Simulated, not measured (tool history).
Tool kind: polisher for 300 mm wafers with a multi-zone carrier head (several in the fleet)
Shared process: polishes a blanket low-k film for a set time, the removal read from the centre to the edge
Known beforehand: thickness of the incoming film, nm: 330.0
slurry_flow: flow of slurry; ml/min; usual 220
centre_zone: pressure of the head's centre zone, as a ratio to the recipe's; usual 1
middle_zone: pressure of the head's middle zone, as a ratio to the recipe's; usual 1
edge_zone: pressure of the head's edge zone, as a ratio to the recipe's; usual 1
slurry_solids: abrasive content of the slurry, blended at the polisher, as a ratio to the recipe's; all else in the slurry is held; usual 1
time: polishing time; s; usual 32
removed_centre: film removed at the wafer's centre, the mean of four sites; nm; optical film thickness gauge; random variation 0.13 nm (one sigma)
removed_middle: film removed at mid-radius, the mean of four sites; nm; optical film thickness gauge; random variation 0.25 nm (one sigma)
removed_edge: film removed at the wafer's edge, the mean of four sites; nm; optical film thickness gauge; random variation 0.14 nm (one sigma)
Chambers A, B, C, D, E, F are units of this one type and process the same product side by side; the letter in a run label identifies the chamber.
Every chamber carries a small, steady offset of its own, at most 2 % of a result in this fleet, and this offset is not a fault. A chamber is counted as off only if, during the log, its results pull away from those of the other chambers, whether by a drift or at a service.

{"day": 0.458, "done": "chamber C: worn pad replaced by a new one"}
{"run": "1A", "day": 0.617, "slurry_flow": 220, "centre_zone": 1, "middle_zone": 1, "edge_zone": 1, "slurry_solids": 1, "time": 32, "removed_centre": 17.817, "removed_middle": 17.601, "removed_edge": 17.422}
{"day": 0.767, "done": "chamber A: worn pad replaced by a new one"}
{"run": "2C", "day": 0.954, "slurry_flow": 220, "centre_zone": 1, "middle_zone": 1, "edge_zone": 1, "slurry_solids": 1, "time": 32, "removed_centre": 18.034, "removed_middle": 17.595, "removed_edge": 17.875}
{"day": 1.296, "done": "chamber D: worn pad replaced by a new one"}
{"run": "3F", "day": 1.454, "slurry_flow": 220, "centre_zone": 1, "middle_zone": 1, "edge_zone": 1, "slurry_solids": 1, "time": 32, "removed_centre": 17.715, "removed_middle": 17.621, "removed_edge": 17.4}
{"day": 1.467, "done": "chamber B: edge zone pressure recalibrated"}
{"day": 1.542, "done": "chamber E: worn pad replaced by a new one"}
{"run": "4D", "day": 1.8, "slurry_flow": 220, "centre_zone": 1, "middle_zone": 1, "edge_zone": 1, "slurry_solids": 1, "time": 32, "removed_centre": 17.486, "removed_middle": 17.462, "removed_edge": 17.819}
{"day": 1.933, "done": "chamber F: worn pad replaced by a new one"}
{"run": "5E", "day": 2.104, "slurry_flow": 220, "centre_zone": 1, "middle_zone": 1, "edge_zone": 1, "slurry_solids": 1, "time": 32, "removed_centre": 17.714, "removed_middle": 17.562, "removed_edge": 17.654}
{"day": 2.254, "done": "chamber F: slurry nozzle cleaned"}
{"run": "6B", "day": 2.604, "slurry_flow": 220, "centre_zone": 1, "middle_zone": 1, "edge_zone": 1, "slurry_solids": 1, "time": 32, "removed_centre": 18.001, "removed_middle": 17.416, "removed_edge": 17.902}
{"day": 3.088, "done": "chamber B: worn pad replaced by a new one"}
{"run": "7C", "day": 3.112, "slurry_flow": 220, "centre_zone": 1, "middle_zone": 1, "edge_zone": 1, "slurry_solids": 1, "time": 32, "removed_centre": 17.783, "removed_middle": 17.28, "removed_edge": 17.733}
{"run": "8D", "day": 3.592, "slurry_flow": 220, "centre_zone": 1, "middle_zone": 1, "edge_zone": 1, "slurry_solids": 1, "time": 32, "removed_centre": 17.828, "removed_middle": 17.846, "removed_edge": 17.78}
{"run": "9A", "day": 4.229, "slurry_flow": 220, "centre_zone": 1, "middle_zone": 1, "edge_zone": 1, "slurry_solids": 1, "time": 32, "removed_centre": 17.45, "removed_middle": 17.747, "removed_edge": 17.539}
{"day": 4.296, "done": "chamber A: slurry nozzle cleaned"}
{"day": 4.392, "done": "chamber C: slurry nozzle cleaned"}
{"day": 4.429, "done": "chamber C: worn pad replaced by a new one"}
{"day": 4.658, "done": "chamber D: edge zone pressure recalibrated"}
{"day": 4.762, "done": "chamber A: edge zone pressure recalibrated"}
{"day": 4.779, "done": "chamber A: worn pad replaced by a new one"}
{"run": "10B", "day": 4.862, "slurry_flow": 220, "centre_zone": 1, "middle_zone": 1, "edge_zone": 1, "slurry_solids": 1, "time": 32, "removed_centre": 17.672, "removed_middle": 17.638, "removed_edge": 17.65}
{"day": 5.025, "done": "chamber E: worn pad replaced by a new one"}
{"run": "11E", "day": 5.162, "slurry_flow": 220, "centre_zone": 1, "middle_zone": 1, "edge_zone": 1, "slurry_solids": 1, "time": 32, "removed_centre": 17.512, "removed_middle": 17.372, "removed_edge": 17.91}
{"day": 5.183, "done": "chamber D: slurry nozzle cleaned"}
{"day": 5.2, "done": "chamber F: worn pad replaced by a new one"}
{"day": 5.421, "done": "chamber D: worn pad replaced by a new one"}
{"run": "12F", "day": 5.612, "slurry_flow": 220, "centre_zone": 1, "middle_zone": 1, "edge_zone": 1, "slurry_solids": 1, "time": 32, "removed_centre": 17.801, "removed_middle": 17.717, "removed_edge": 17.831}
{"day": 5.917, "done": "chamber B: centre zone pressure recalibrated"}
{"run": "13A", "day": 6.0, "slurry_flow": 220, "centre_zone": 1, "middle_zone": 1, "edge_zone": 1, "slurry_solids": 1, "time": 32, "removed_centre": 17.707, "removed_middle": 17.819, "removed_edge": 17.705}
{"day": 6.275, "done": "chamber C: centre zone pressure recalibrated"}
{"run": "14B", "day": 6.383, "slurry_flow": 220, "centre_zone": 1, "middle_zone": 1, "edge_zone": 1, "slurry_solids": 1, "time": 32, "removed_centre": 17.562, "removed_middle": 17.664, "removed_edge": 17.539}
{"day": 6.558, "done": "chamber B: worn pad replaced by a new one"}
{"day": 6.808, "done": "chamber F: edge zone pressure recalibrated"}
{"run": "15D", "day": 6.838, "slurry_flow": 220, "centre_zone": 1, "middle_zone": 1, "edge_zone": 1, "slurry_solids": 1, "time": 32, "removed_centre": 17.587, "removed_middle": 17.605, "removed_edge": 17.525}
{"run": "16F", "day": 7.129, "slurry_flow": 220, "centre_zone": 1, "middle_zone": 1, "edge_zone": 1, "slurry_solids": 1, "time": 32, "removed_centre": 17.405, "removed_middle": 17.239, "removed_edge": 17.605}
{"run": "17C", "day": 7.725, "slurry_flow": 220, "centre_zone": 1, "middle_zone": 1, "edge_zone": 1, "slurry_solids": 1, "time": 32, "removed_centre": 17.814, "removed_middle": 17.273, "removed_edge": 17.76}
{"day": 7.962, "done": "chamber C: worn pad replaced by a new one"}
{"run": "18E", "day": 8.054, "slurry_flow": 220, "centre_zone": 1, "middle_zone": 1, "edge_zone": 1, "slurry_solids": 1, "time": 32, "removed_centre": 17.717, "removed_middle": 17.415, "removed_edge": 17.773}
{"day": 8.088, "done": "chamber E: slurry nozzle cleaned"}
{"day": 8.221, "done": "chamber A: worn pad replaced by a new one"}
{"day": 8.346, "done": "chamber E: worn pad replaced by a new one"}
{"run": "19C", "day": 8.596, "slurry_flow": 220, "centre_zone": 1, "middle_zone": 1, "edge_zone": 1, "slurry_solids": 1, "time": 32, "removed_centre": 18.036, "removed_middle": 17.344, "removed_edge": 17.511}
{"day": 8.812, "done": "chamber F: worn pad replaced by a new one"}
{"run": "20F", "day": 9.075, "slurry_flow": 220, "centre_zone": 1, "middle_zone": 0.94, "edge_zone": 0.94, "slurry_solids": 1, "time": 32, "removed_centre": 17.537, "removed_middle": 16.344, "removed_edge": 16.879}
{"day": 9.175, "done": "chamber D: worn pad replaced by a new one"}
{"run": "21B", "day": 9.633, "slurry_flow": 220, "centre_zone": 1, "middle_zone": 0.94, "edge_zone": 0.94, "slurry_solids": 1, "time": 32, "removed_centre": 17.554, "removed_middle": 16.806, "removed_edge": 17.244}
{"day": 10.038, "done": "chamber B: worn pad replaced by a new one"}
{"run": "22A", "day": 10.108, "slurry_flow": 220, "centre_zone": 1, "middle_zone": 0.94, "edge_zone": 0.94, "slurry_solids": 1, "time": 32, "removed_centre": 17.605, "removed_middle": 16.757, "removed_edge": 16.983}
{"run": "23D", "day": 10.442, "slurry_flow": 220, "centre_zone": 1, "middle_zone": 0.94, "edge_zone": 0.94, "slurry_solids": 1, "time": 32, "removed_centre": 17.596, "removed_middle": 16.598, "removed_edge": 17.156}
{"run": "24E", "day": 11.021, "slurry_flow": 220, "centre_zone": 1, "middle_zone": 0.94, "edge_zone": 0.94, "slurry_solids": 1, "time": 32, "removed_centre": 17.486, "removed_middle": 16.287, "removed_edge": 17.09}
{"day": 11.354, "done": "chamber A: worn pad replaced by a new one"}
{"day": 11.504, "done": "chamber C: worn pad replaced by a new one"}
{"run": "25E", "day": 11.588, "slurry_flow": 220, "centre_zone": 1, "middle_zone": 0.94, "edge_zone": 0.94, "slurry_solids": 1, "time": 32, "removed_centre": 17.622, "removed_middle": 16.502, "removed_edge": 17.07}
{"day": 11.6, "done": "chamber F: slurry nozzle cleaned"}
{"day": 11.796, "done": "chamber E: worn pad replaced by a new one"}
{"run": "26D", "day": 12.0, "slurry_flow": 220, "centre_zone": 1, "middle_zone": 1, "edge_zone": 1, "slurry_solids": 1, "time": 32, "removed_centre": 17.586, "removed_middle": 17.66, "removed_edge": 17.707}
{"day": 12.162, "done": "chamber F: worn pad replaced by a new one"}
{"run": "27B", "day": 12.579, "slurry_flow": 220, "centre_zone": 1, "middle_zone": 1, "edge_zone": 1, "slurry_solids": 1, "time": 32, "removed_centre": 17.594, "removed_middle": 17.989, "removed_edge": 17.908}
{"run": "28C", "day": 12.946, "slurry_flow": 290, "centre_zone": 1, "middle_zone": 1, "edge_zone": 1, "slurry_solids": 1, "time": 32, "removed_centre": 18.623, "removed_middle": 18.172, "removed_edge": 18.12}
{"day": 13.175, "done": "chamber B: worn pad replaced by a new one"}
{"day": 13.242, "done": "chamber D: worn pad replaced by a new one"}
{"run": "29A", "day": 13.496, "slurry_flow": 290, "centre_zone": 1, "middle_zone": 1, "edge_zone": 1, "slurry_solids": 1, "time": 32, "removed_centre": 18.258, "removed_middle": 18.198, "removed_edge": 17.896}
{"run": "30F", "day": 14.017, "slurry_flow": 290, "centre_zone": 1, "middle_zone": 1, "edge_zone": 1, "slurry_solids": 1, "time": 32, "removed_centre": 18.099, "removed_middle": 18.661, "removed_edge": 18.028}
{"run": "31B", "day": 14.642, "slurry_flow": 290, "centre_zone": 1, "middle_zone": 1, "edge_zone": 1, "slurry_solids": 1, "time": 32, "removed_centre": 18.252, "removed_middle": 18.125, "removed_edge": 18.108}
{"run": "32F", "day": 14.942, "slurry_flow": 290, "centre_zone": 1, "middle_zone": 1, "edge_zone": 1, "slurry_solids": 1, "time": 32, "removed_centre": 18.097, "removed_middle": 17.978, "removed_edge": 18.202}
{"day": 15.042, "done": "chamber E: worn pad replaced by a new one"}
{"day": 15.538, "done": "chamber C: worn pad replaced by a new one"}
{"day": 15.562, "done": "chamber A: worn pad replaced by a new one"}
{"run": "33A", "day": 15.567, "slurry_flow": 290, "centre_zone": 1, "middle_zone": 1, "edge_zone": 1, "slurry_solids": 1, "time": 32, "removed_centre": 18.491, "removed_middle": 18.187, "removed_edge": 18.108}
{"run": "34D", "day": 16.017, "slurry_flow": 220, "centre_zone": 1, "middle_zone": 1, "edge_zone": 1, "slurry_solids": 1, "time": 32, "removed_centre": 17.779, "removed_middle": 17.724, "removed_edge": 17.744}
{"run": "35C", "day": 16.554, "slurry_flow": 220, "centre_zone": 1, "middle_zone": 1, "edge_zone": 1, "slurry_solids": 1, "time": 32, "removed_centre": 17.926, "removed_middle": 17.29, "removed_edge": 17.881}
{"run": "36E", "day": 17.1, "slurry_flow": 220, "centre_zone": 1, "middle_zone": 1, "edge_zone": 1, "slurry_solids": 1, "time": 32, "removed_centre": 17.704, "removed_middle": 17.663, "removed_edge": 17.605}
{"day": 17.317, "done": "chamber C: edge zone pressure recalibrated"}
{"run": "37E", "day": 17.754, "slurry_flow": 220, "centre_zone": 1, "middle_zone": 1, "edge_zone": 1, "slurry_solids": 1, "time": 32, "removed_centre": 17.688, "removed_middle": 17.686, "removed_edge": 17.748}
{"run": "38C", "day": 18.404, "slurry_flow": 220, "centre_zone": 1, "middle_zone": 1, "edge_zone": 1, "slurry_solids": 1, "time": 32, "removed_centre": 17.882, "removed_middle": 17.756, "removed_edge": 17.395}

The same settings go to every chamber for the next run, one line per chamber below. Forecast the results for each:
{"run": "39A", "day": 18.871, "slurry_flow": 220, "centre_zone": 1, "middle_zone": 1, "edge_zone": 1, "slurry_solids": 1, "time": 32, "removed_centre": "?", "removed_middle": "?", "removed_edge": "?"}
{"run": "39B", "day": 18.871, "slurry_flow": 220, "centre_zone": 1, "middle_zone": 1, "edge_zone": 1, "slurry_solids": 1, "time": 32, "removed_centre": "?", "removed_middle": "?", "removed_edge": "?"}
{"run": "39C", "day": 18.871, "slurry_flow": 220, "centre_zone": 1, "middle_zone": 1, "edge_zone": 1, "slurry_solids": 1, "time": 32, "removed_centre": "?", "removed_middle": "?", "removed_edge": "?"}
{"run": "39D", "day": 18.871, "slurry_flow": 220, "centre_zone": 1, "middle_zone": 1, "edge_zone": 1, "slurry_solids": 1, "time": 32, "removed_centre": "?", "removed_middle": "?", "removed_edge": "?"}
{"run": "39E", "day": 18.871, "slurry_flow": 220, "centre_zone": 1, "middle_zone": 1, "edge_zone": 1, "slurry_solids": 1, "time": 32, "removed_centre": "?", "removed_middle": "?", "removed_edge": "?"}
{"run": "39F", "day": 18.871, "slurry_flow": 220, "centre_zone": 1, "middle_zone": 1, "edge_zone": 1, "slurry_solids": 1, "time": 32, "removed_centre": "?", "removed_middle": "?", "removed_edge": "?"}

run=39A removed_centre=17.566 removed_middle=17.58 removed_edge=17.713
run=39B removed_centre=17.742 removed_middle=17.393 removed_edge=17.833
run=39C removed_centre=17.866 removed_middle=17.629 removed_edge=17.564
run=39D removed_centre=17.318 removed_middle=17.105 removed_edge=17.795
run=39E removed_centre=17.539 removed_middle=17.382 removed_edge=17.563
run=39F removed_centre=17.406 removed_middle=17.189 removed_edge=17.441
